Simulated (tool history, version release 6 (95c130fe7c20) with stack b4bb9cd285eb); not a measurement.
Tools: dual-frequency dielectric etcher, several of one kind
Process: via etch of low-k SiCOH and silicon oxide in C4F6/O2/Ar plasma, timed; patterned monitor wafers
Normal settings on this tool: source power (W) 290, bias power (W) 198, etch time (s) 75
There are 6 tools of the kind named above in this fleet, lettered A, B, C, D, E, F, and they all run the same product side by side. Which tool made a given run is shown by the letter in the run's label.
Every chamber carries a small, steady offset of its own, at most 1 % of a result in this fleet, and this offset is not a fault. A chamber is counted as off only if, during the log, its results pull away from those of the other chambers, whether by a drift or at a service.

run	hour	source power (W)	bias power (W)	etch time (s)	read-back reference wafer on the same gauge, depth_nm	mean etch depth across the wafer (Å)
# hour 1.5: chamber C: source power generator calibrated
# hour 7.1: chamber B: wet clean of the chamber
1F	10.6	290	198	75	168.03	1906.7
2A	16.5	290	198	75	168.04	1923.9
3D	28.6	290	198	75	168.04	1919.9
4E	34	290	198	75	168.07	1898.8
# hour 39.8: chamber F: wet clean of the chamber
5C	41.4	290	198	75	168.02	1912.6
6B	52.9	290	198	75	168.09	1926.7
7B	63.9	290	198	75	168.19	1926.2
# hour 64.2: chamber C: wet clean of the chamber
8D	75.9	290	198	75	168.16	1918.3
9E	86.6	290	198	75	168.22	1899.7
10C	93.9	290	198	57.5	168.24	1468
11F	103.6	290	198	57.5	168.25	1461.3
12A	111.3	290	198	57.5	168.24	1476.7
13D	119.9	290	198	57.5	168.29	1470.1
14F	129.9	290	198	57.5	168.36	1465.4
15B	138.9	290	198	57.5	168.34	1480.6
16A	147.2	290	198	75	168.39	1927.7
17C	155.9	290	198	75	168.38	1914
18E	167.8	290	213	75	168.39	1953.1
19E	177.4	290	213	75	168.42	1949.7
20C	186.7	290	213	75	168.46	1963.2
21D	193.3	290	213	75	168.4	1968.3
22B	203.8	290	213	75	168.55	1978.1
23A	213.7	290	213	75	168.46	1978.4
24F	223.2	290	198	75	168.47	1913.9
# hour 230.8: chamber A: bias power generator calibrated
25C	232.3	290	198	75	168.55	1922.3
26B	239.8	290	198	75	168.59	1931
27E	251.8	290	198	75	168.58	1903.5
28A	260.4	290	198	75	168.63	1926.1
# hour 264.1: chamber E: bias power generator calibrated
29D	269.2	290	198	75	168.66	1922.8
30F	275.8	350	198	84	168.57	2305.2
# hour 277.6: chamber D: wet clean of the chamber
31B	284.5	350	198	84	168.7	2323.8
32E	290.8	350	198	84	168.67	2300.1
33D	296.7	350	198	84	168.69	2316.3
34C	308.9	350	198	84	168.71	2308.9
35A	319.2	350	198	84	168.79	2328.5
36F	326.6	290	198	75	168.79	1911.2
37A	337.4	290	198	75	168.78	1933.4
38D	344.6	290	153	59.5	168.84	1411.4
39C	353.1	290	153	59.5	168.86	1404.2

One chamber off, gauge drift, or nothing amiss beyond the chambers' own small offsets? If it is a chamber, which one, and what is the likeliest cause?

The gauge drifts, so all chambers seem to drift together. No chamber is off.
Cause: gauge reads high (%) = 0.516.
